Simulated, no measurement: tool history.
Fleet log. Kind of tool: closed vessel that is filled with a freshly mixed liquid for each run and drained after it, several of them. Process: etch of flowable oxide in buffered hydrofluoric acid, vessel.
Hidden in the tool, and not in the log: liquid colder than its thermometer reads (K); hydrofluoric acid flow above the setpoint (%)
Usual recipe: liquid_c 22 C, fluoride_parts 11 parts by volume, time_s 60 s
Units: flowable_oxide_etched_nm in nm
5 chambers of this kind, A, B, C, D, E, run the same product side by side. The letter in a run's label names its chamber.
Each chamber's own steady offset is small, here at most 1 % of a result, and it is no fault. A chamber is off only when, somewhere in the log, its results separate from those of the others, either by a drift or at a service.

run   hour  liquid_c  fluoride_parts  time_s  hours since the thermometer was replaced  hours since the hydrofluoric acid flow meter was replaced  read-back film thickness of the flowable oxide reference wafer, read on the same gauge (nm)  flowable_oxide_etched_nm
 1B      5        22              11      60                                     376.7                                                     1125.7                                                                                          110                    87.738
 2D   11.1        22              11      60                                      90.5                                                     2217.8                                                                                          110                    87.357
 3C   16.6        22              11      60                                       585                                                      560.2                                                                                          110                    88.353
 4A   25.2        22              11      60                                    1514.3                                                      478.4                                                                                       109.98                    87.526
      29.9  -- chamber C: hydrofluoric acid flow meter replaced
 5E   32.6        22              11      60                                     564.8                                                     1136.5                                                                                       109.98                    88.168
 6D   39.1        22              11      60                                     118.5                                                     2245.8                                                                                       109.96                    87.458
 7C   46.2        22              11      60                                     614.6                                                       16.4                                                                                       110.02                    88.777
 8A   51.1        22              11      60                                    1540.2                                                      504.3                                                                                       109.97                    87.971
 9E   58.8        22              11      60                                       591                                                     1162.7                                                                                       110.04                    88.471
10B   65.5        22              11      60                                     437.2                                                     1186.2                                                                                       110.02                    87.638
11A   71.4        22              11      60                                    1560.5                                                      524.6                                                                                       109.98                    89.016
12D   78.9        22              11      60                                     158.3                                                     2285.6                                                                                       109.99                    87.726
13E     84        22              11      60                                     616.2                                                     1187.9                                                                                          110                     87.88
14C     92        22              11      60                                     660.4                                                       62.2                                                                                       109.97                     88.96
15B   98.7      18.5              11      60                                     470.4                                                     1219.4                                                                                       110.01                    71.786
16B  105.9      18.5              11      60                                     477.6                                                     1226.6                                                                                       110.04                    71.961
17D    112      18.5              11      60                                     191.4                                                     2318.7                                                                                       110.03                    71.967
18C  117.7      18.5              11      60                                     686.1                                                       87.9                                                                                       109.96                    72.021
19A    124      18.5              11      60                                    1613.1                                                      577.2                                                                                       110.01                    72.576
20E  132.9        22              11      60                                     665.1                                                     1236.8                                                                                       110.03                     87.67
21B  140.3        22              11      60                                       512                                                       1261                                                                                          110                    86.283
22A  145.4        22              11      60                                    1634.5                                                      598.6                                                                                          110                    88.236
23D  153.4        22              11      60                                     232.8                                                     2360.1                                                                                       109.98                    88.325
24E  157.6        22              11      60                                     689.8                                                     1261.5                                                                                       109.99                    89.155
25C  162.3        22              11      60                                     730.7                                                      132.5                                                                                       109.97                    87.833
     164.2  -- chamber D: hydrofluoric acid flow meter replaced
26B  169.6        22              11      60                                     541.3                                                     1290.3                                                                                       109.98                    88.799
27C  176.9        24              11      40                                     745.3                                                      147.1                                                                                       110.04                    65.552
28D  183.6        24              11      40                                       263                                                       19.4                                                                                       109.97                    64.783
29A  190.8        24              11      40                                    1679.9                                                        644                                                                                       109.98                    64.944
30E  197.1        24              11      40                                     729.3                                                       1301                                                                                          110                     65.26
     198.7  -- chamber E: thermometer replaced
31C  205.6        24              11      40                                       774                                                      175.8                                                                                       110.05                    65.971
32D  211.4        22              11      60                                     290.8                                                       47.2                                                                                       110.01                    86.967
33E  217.3        22              11      60                                      18.7                                                     1321.2                                                                                       109.95                    87.808

Does one chamber stand apart from the rest, does the shared gauge drift, or is all well apart from small per-chamber offsets? Give the chamber and the most likely cause, where there is one.

No chamber is off and the gauge is stable; the differences are just each chamber's small, constant offset.

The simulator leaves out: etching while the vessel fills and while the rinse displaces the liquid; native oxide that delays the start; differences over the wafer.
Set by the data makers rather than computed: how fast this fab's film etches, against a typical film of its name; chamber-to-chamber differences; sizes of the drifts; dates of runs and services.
